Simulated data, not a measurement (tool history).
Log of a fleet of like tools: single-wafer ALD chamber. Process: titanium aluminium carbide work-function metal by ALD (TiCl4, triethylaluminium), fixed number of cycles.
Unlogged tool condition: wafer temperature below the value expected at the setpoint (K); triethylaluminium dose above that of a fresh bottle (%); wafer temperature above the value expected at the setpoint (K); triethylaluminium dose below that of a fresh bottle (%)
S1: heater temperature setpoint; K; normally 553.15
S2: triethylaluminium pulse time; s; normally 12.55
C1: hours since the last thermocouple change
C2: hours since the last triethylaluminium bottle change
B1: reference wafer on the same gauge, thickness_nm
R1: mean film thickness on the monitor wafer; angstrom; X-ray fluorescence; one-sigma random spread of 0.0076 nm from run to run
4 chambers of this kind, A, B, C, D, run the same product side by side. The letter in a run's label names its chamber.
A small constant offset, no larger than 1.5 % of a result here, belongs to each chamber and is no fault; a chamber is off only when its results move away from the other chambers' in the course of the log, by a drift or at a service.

{"run": "1B", "day": 0.442, "S1": 553.15, "S2": 12.55, "C1": 819.6, "C2": 59, "B1": 2.212, "R1": 18.429}
{"run": "2D", "day": 0.833, "S1": 553.15, "S2": 12.55, "C1": 2251, "C2": 610.7, "B1": 2.2129, "R1": 18.732}
{"run": "3C", "day": 1.083, "S1": 553.15, "S2": 12.55, "C1": 164.7, "C2": 897.8, "B1": 2.2098, "R1": 18.709}
{"run": "4A", "day": 1.538, "S1": 553.15, "S2": 12.55, "C1": 2624.8, "C2": 599.8, "B1": 2.2095, "R1": 18.723}
{"run": "5B", "day": 1.992, "S1": 553.15, "S2": 12.55, "C1": 856.8, "C2": 96.2, "B1": 2.2091, "R1": 18.531}
{"run": "6C", "day": 2.342, "S1": 553.15, "S2": 12.55, "C1": 194.9, "C2": 928, "B1": 2.2093, "R1": 18.514}
{"run": "7D", "day": 2.567, "S1": 553.15, "S2": 12.55, "C1": 2292.6, "C2": 652.3, "B1": 2.2105, "R1": 18.78}
{"run": "8A", "day": 2.875, "S1": 553.15, "S2": 12.55, "C1": 2656.9, "C2": 631.9, "B1": 2.2107, "R1": 18.613}
{"run": "9A", "day": 3.229, "S1": 553.15, "S2": 12.55, "C1": 2665.4, "C2": 640.4, "B1": 2.2097, "R1": 18.742}
{"run": "10C", "day": 3.675, "S1": 553.15, "S2": 12.55, "C1": 226.9, "C2": 960, "B1": 2.212, "R1": 18.619}
{"run": "11B", "day": 4.067, "S1": 553.15, "S2": 12.55, "C1": 906.6, "C2": 146, "B1": 2.2089, "R1": 18.391}
{"run": "12D", "day": 4.312, "S1": 553.15, "S2": 12.55, "C1": 2334.5, "C2": 694.2, "B1": 2.2101, "R1": 18.968}
{"run": "13A", "day": 4.642, "S1": 553.15, "S2": 12.55, "C1": 2699.3, "C2": 674.3, "B1": 2.2104, "R1": 18.738}
{"run": "14C", "day": 5.1, "S1": 553.15, "S2": 12.55, "C1": 261.1, "C2": 994.2, "B1": 2.2121, "R1": 18.479}
{"run": "15D", "day": 5.3, "S1": 553.15, "S2": 12.55, "C1": 2358.2, "C2": 717.9, "B1": 2.2085, "R1": 18.831}
{"run": "16B", "day": 5.688, "S1": 553.15, "S2": 12.55, "C1": 945.5, "C2": 184.9, "B1": 2.2101, "R1": 18.36}
{"run": "17D", "day": 6.083, "S1": 553.15, "S2": 12.55, "C1": 2377, "C2": 736.7, "B1": 2.2081, "R1": 18.773}
{"run": "18C", "day": 6.488, "S1": 553.15, "S2": 12.55, "C1": 294.4, "C2": 1027.5, "B1": 2.2087, "R1": 18.605}
{"run": "19B", "day": 6.862, "S1": 553.15, "S2": 12.55, "C1": 973.7, "C2": 213.1, "B1": 2.2076, "R1": 18.527}
{"run": "20A", "day": 7.112, "S1": 553.15, "S2": 12.55, "C1": 2758.6, "C2": 733.6, "B1": 2.2084, "R1": 18.761}
{"run": "21C", "day": 7.412, "S1": 553.15, "S2": 12.55, "C1": 316.6, "C2": 1049.7, "B1": 2.2085, "R1": 18.449}
{"run": "22B", "day": 7.729, "S1": 553.15, "S2": 12.55, "C1": 994.5, "C2": 233.9, "B1": 2.2091, "R1": 18.378}
{"run": "23D", "day": 8.092, "S1": 553.15, "S2": 12.55, "C1": 2425.2, "C2": 784.9, "B1": 2.2086, "R1": 18.894}
{"day": 8.312, "done": "chamber A: triethylaluminium bottle replaced"}
{"run": "24A", "day": 8.329, "S1": 560.15, "S2": 17.11, "C1": 2787.8, "C2": 0.5, "B1": 2.2119, "R1": 19.458}
{"run": "25B", "day": 8.529, "S1": 560.15, "S2": 17.11, "C1": 1013.7, "C2": 253.1, "B1": 2.2088, "R1": 19.333}
{"run": "26A", "day": 8.754, "S1": 560.15, "S2": 17.11, "C1": 2798, "C2": 10.7, "B1": 2.21, "R1": 19.388}
{"run": "27C", "day": 8.971, "S1": 560.15, "S2": 17.11, "C1": 354, "C2": 1087.1, "B1": 2.2101, "R1": 19.314}
{"run": "28D", "day": 9.221, "S1": 553.15, "S2": 12.55, "C1": 2452.3, "C2": 812, "B1": 2.2096, "R1": 18.821}
{"run": "29B", "day": 9.625, "S1": 553.15, "S2": 12.55, "C1": 1040, "C2": 279.4, "B1": 2.2104, "R1": 18.467}
{"run": "30A", "day": 10.042, "S1": 543.15, "S2": 10.87, "C1": 2828.9, "C2": 41.6, "B1": 2.2099, "R1": 17.716}
{"run": "31D", "day": 10.438, "S1": 543.15, "S2": 10.87, "C1": 2481.5, "C2": 841.2, "B1": 2.2081, "R1": 17.751}
{"run": "32C", "day": 10.7, "S1": 543.15, "S2": 10.87, "C1": 395.5, "C2": 1128.6, "B1": 2.2102, "R1": 17.504}
{"run": "33A", "day": 10.975, "S1": 543.15, "S2": 10.87, "C1": 2851.3, "C2": 64, "B1": 2.212, "R1": 17.651}
{"run": "34B", "day": 11.233, "S1": 553.15, "S2": 12.55, "C1": 1078.6, "C2": 318, "B1": 2.2119, "R1": 18.509}
{"run": "35D", "day": 11.575, "S1": 553.15, "S2": 12.55, "C1": 2508.8, "C2": 868.5, "B1": 2.2105, "R1": 18.713}
{"run": "36C", "day": 11.871, "S1": 553.15, "S2": 12.55, "C1": 423.6, "C2": 1156.7, "B1": 2.2106, "R1": 18.579}
{"run": "37D", "day": 12.183, "S1": 553.15, "S2": 12.55, "C1": 2523.4, "C2": 883.1, "B1": 2.2107, "R1": 18.699}
{"run": "38A", "day": 12.575, "S1": 561.15, "S2": 14.16, "C1": 2889.7, "C2": 102.4, "B1": 2.2081, "R1": 19.456}

Next, every chamber runs the same settings. What will each give?
{"run": "39A", "day": 12.904, "S1": 553.15, "S2": 10.91, "R1": "?"}
{"run": "39B", "day": 12.904, "S1": 553.15, "S2": 10.91, "R1": "?"}
{"run": "39C", "day": 12.904, "S1": 553.15, "S2": 10.91, "R1": "?"}
{"run": "39D", "day": 12.904, "S1": 553.15, "S2": 10.91, "R1": "?"}

run=39A R1=18.53
run=39B R1=18.167
run=39C R1=18.322
run=39D R1=18.546

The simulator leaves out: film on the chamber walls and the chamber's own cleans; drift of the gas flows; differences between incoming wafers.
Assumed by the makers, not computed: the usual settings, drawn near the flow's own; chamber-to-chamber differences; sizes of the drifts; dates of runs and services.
